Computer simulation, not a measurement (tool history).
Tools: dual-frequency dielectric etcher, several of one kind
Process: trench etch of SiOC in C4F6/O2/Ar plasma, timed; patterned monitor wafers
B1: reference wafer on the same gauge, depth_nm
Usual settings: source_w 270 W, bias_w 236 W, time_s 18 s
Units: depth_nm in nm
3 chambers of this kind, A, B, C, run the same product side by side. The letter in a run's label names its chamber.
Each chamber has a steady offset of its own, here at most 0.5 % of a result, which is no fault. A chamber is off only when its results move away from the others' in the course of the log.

run 1A hour=11.1 | source_w=270 bias_w=236 time_s=18 | B1=34.017 | depth_nm=35.113
run 2C hour=22.1 | source_w=270 bias_w=236 time_s=18 | B1=34.043 | depth_nm=35.195
run 3B hour=29.7 | source_w=270 bias_w=236 time_s=18 | B1=33.993 | depth_nm=35.100
run 4B hour=38.9 | source_w=270 bias_w=236 time_s=18 | B1=34.049 | depth_nm=35.255
run 5A hour=50.9 | source_w=270 bias_w=236 time_s=18 | B1=33.985 | depth_nm=35.000
run 6C hour=58.4 | source_w=270 bias_w=236 time_s=18 | B1=34.025 | depth_nm=35.403
run 7B hour=68.4 | source_w=270 bias_w=236 time_s=18 | B1=33.989 | depth_nm=35.012
run 8C hour=75.1 | source_w=270 bias_w=236 time_s=18 | B1=34.028 | depth_nm=35.111
run 9A hour=84.2 | source_w=230 bias_w=236 time_s=18 | B1=33.960 | depth_nm=33.290
run 10B hour=90.2 | source_w=230 bias_w=236 time_s=18 | B1=33.938 | depth_nm=33.115
run 11C hour=100.1 | source_w=230 bias_w=236 time_s=18 | B1=34.008 | depth_nm=33.257
run 12A hour=111.1 | source_w=270 bias_w=236 time_s=18 | B1=34.006 | depth_nm=35.124
run 13A hour=123.7 | source_w=270 bias_w=236 time_s=18 | B1=34.041 | depth_nm=35.150
run 14B hour=132.7 | source_w=270 bias_w=236 time_s=18 | B1=33.996 | depth_nm=35.201
-- hour=135.0 chamber A: wet clean of the chamber
run 15C hour=140.6 | source_w=270 bias_w=236 time_s=18 | B1=33.962 | depth_nm=35.123
run 16C hour=151.4 | source_w=270 bias_w=236 time_s=18 | B1=34.041 | depth_nm=35.235
run 17B hour=158.2 | source_w=270 bias_w=236 time_s=18 | B1=34.006 | depth_nm=35.316
run 18A hour=165.9 | source_w=310 bias_w=236 time_s=18 | B1=34.000 | depth_nm=36.873
run 19B hour=175.9 | source_w=310 bias_w=236 time_s=18 | B1=33.969 | depth_nm=37.092
run 20A hour=181.6 | source_w=310 bias_w=236 time_s=18 | B1=34.074 | depth_nm=37.152
run 21C hour=192.4 | source_w=270 bias_w=236 time_s=18 | B1=34.004 | depth_nm=35.235
run 22A hour=201.8 | source_w=270 bias_w=236 time_s=18 | B1=34.033 | depth_nm=35.152
run 23B hour=212.5 | source_w=270 bias_w=236 time_s=18 | B1=33.995 | depth_nm=35.198
run 24C hour=220.4 | source_w=270 bias_w=236 time_s=18 | B1=34.079 | depth_nm=35.293

Is one chamber off against the others, does the gauge drift, or is nothing wrong? If a chamber is off, say which, and what the likeliest cause is.

No chamber stands off beyond its own small offset, and the gauge holds steady.

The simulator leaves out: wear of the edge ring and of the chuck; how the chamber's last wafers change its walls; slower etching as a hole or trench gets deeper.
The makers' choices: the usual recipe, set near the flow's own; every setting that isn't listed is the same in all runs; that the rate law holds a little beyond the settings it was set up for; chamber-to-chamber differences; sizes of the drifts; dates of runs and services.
